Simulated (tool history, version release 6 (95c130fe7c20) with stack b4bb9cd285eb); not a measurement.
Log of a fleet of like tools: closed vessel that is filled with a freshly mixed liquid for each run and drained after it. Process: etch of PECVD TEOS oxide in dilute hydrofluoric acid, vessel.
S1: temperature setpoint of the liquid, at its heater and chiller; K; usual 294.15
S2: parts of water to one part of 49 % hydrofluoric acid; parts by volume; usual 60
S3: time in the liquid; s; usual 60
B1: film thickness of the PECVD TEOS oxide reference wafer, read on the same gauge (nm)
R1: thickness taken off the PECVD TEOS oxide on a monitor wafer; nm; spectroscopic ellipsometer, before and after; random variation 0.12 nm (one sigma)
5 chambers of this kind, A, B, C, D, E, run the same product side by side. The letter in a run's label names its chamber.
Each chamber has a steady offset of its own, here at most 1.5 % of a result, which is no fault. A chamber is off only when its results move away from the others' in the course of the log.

Run 1C, hour 8.3: usual settings; B1 79.997. Result: R1 17.824 nm.
Run 2A, hour 17.8: usual settings; B1 79.998. Result: R1 17.592 nm.
Run 3B, hour 26.2: usual settings; B1 79.992. Result: R1 17.317 nm.
At hour 35.8: chamber C: hydrofluoric acid flow meter replaced.
Run 4D, hour 36.4: usual settings; B1 79.991. Result: R1 17.539 nm.
Run 5E, hour 46.9: usual settings but S3 75 s; B1 79.992. Result: R1 21.772 nm.
Run 6D, hour 56.5: usual settings but S3 75 s; B1 79.979. Result: R1 21.55 nm.
Run 7E, hour 63.6: usual settings but S3 75 s; B1 80.014. Result: R1 21.642 nm.
Run 8A, hour 74.4: usual settings but S3 75 s; B1 80.002. Result: R1 21.885 nm.
Run 9C, hour 83.6: usual settings but S3 75 s; B1 79.997. Result: R1 22.037 nm.
Run 10B, hour 89.7: usual settings; B1 79.996. Result: R1 17.331 nm.
Run 11D, hour 97.7: usual settings; B1 79.973. Result: R1 16.995 nm.
Run 12E, hour 104.8: usual settings; B1 79.988. Result: R1 17.429 nm.
Run 13B, hour 112.3: usual settings; B1 79.998. Result: R1 17.323 nm.
Run 14C, hour 122.9: usual settings; B1 80.022. Result: R1 17.687 nm.
Run 15A, hour 134.1: usual settings; B1 80.007. Result: R1 17.576 nm.
Run 16B, hour 143.7: usual settings; B1 80.012. Result: R1 17.302 nm.
Run 17D, hour 153.4: usual settings but S1 296.15 K; B1 79.982. Result: R1 18.292 nm.
Run 18A, hour 161.4: usual settings but S1 296.15 K; B1 79.999. Result: R1 19.077 nm.
Run 19C, hour 168.9: usual settings but S1 296.15 K; B1 79.997. Result: R1 19.228 nm.
Run 20E, hour 175.7: usual settings but S1 296.15 K; B1 80.024. Result: R1 18.465 nm.
Run 21B, hour 184.2: usual settings but S1 296.15 K; B1 79.998. Result: R1 18.791 nm.
Run 22D, hour 193.7: usual settings but S2 50 parts by volume, S3 70 s; B1 79.994. Result: R1 23.497 nm.
Run 23E, hour 201.3: usual settings but S2 50 parts by volume, S3 70 s; B1 79.986. Result: R1 24.775 nm.
Run 24C, hour 208.6: usual settings but S2 50 parts by volume, S3 70 s; B1 80.002. Result: R1 24.89 nm.
Run 25A, hour 216.4: usual settings but S2 50 parts by volume, S3 70 s; B1 79.996. Result: R1 24.6 nm.
Run 26B, hour 226: usual settings but S2 50 parts by volume, S3 70 s; B1 79.984. Result: R1 24.51 nm.
Run 27C, hour 236.4: usual settings; B1 79.992. Result: R1 17.638 nm.
Run 28A, hour 247.5: usual settings; B1 80.002. Result: R1 17.537 nm.
Run 29E, hour 254.9: usual settings; B1 80.023. Result: R1 17.509 nm.
Run 30D, hour 262.1: usual settings but S3 70 s; B1 80.004. Result: R1 19.355 nm.

All 5 chambers run these settings next. Forecast each chamber's results:
Run 31A, hour 270.2: usual settings. Result: R1 ?.
Run 31B, hour 270.2: usual settings. Result: R1 ?.
Run 31C, hour 270.2: usual settings. Result: R1 ?.
Run 31D, hour 270.2: usual settings. Result: R1 ?.
Run 31E, hour 270.2: usual settings. Result: R1 ?.

run      R1
31A  17.595
31B  17.162
31C  17.568
31D   16.17
31E  17.223
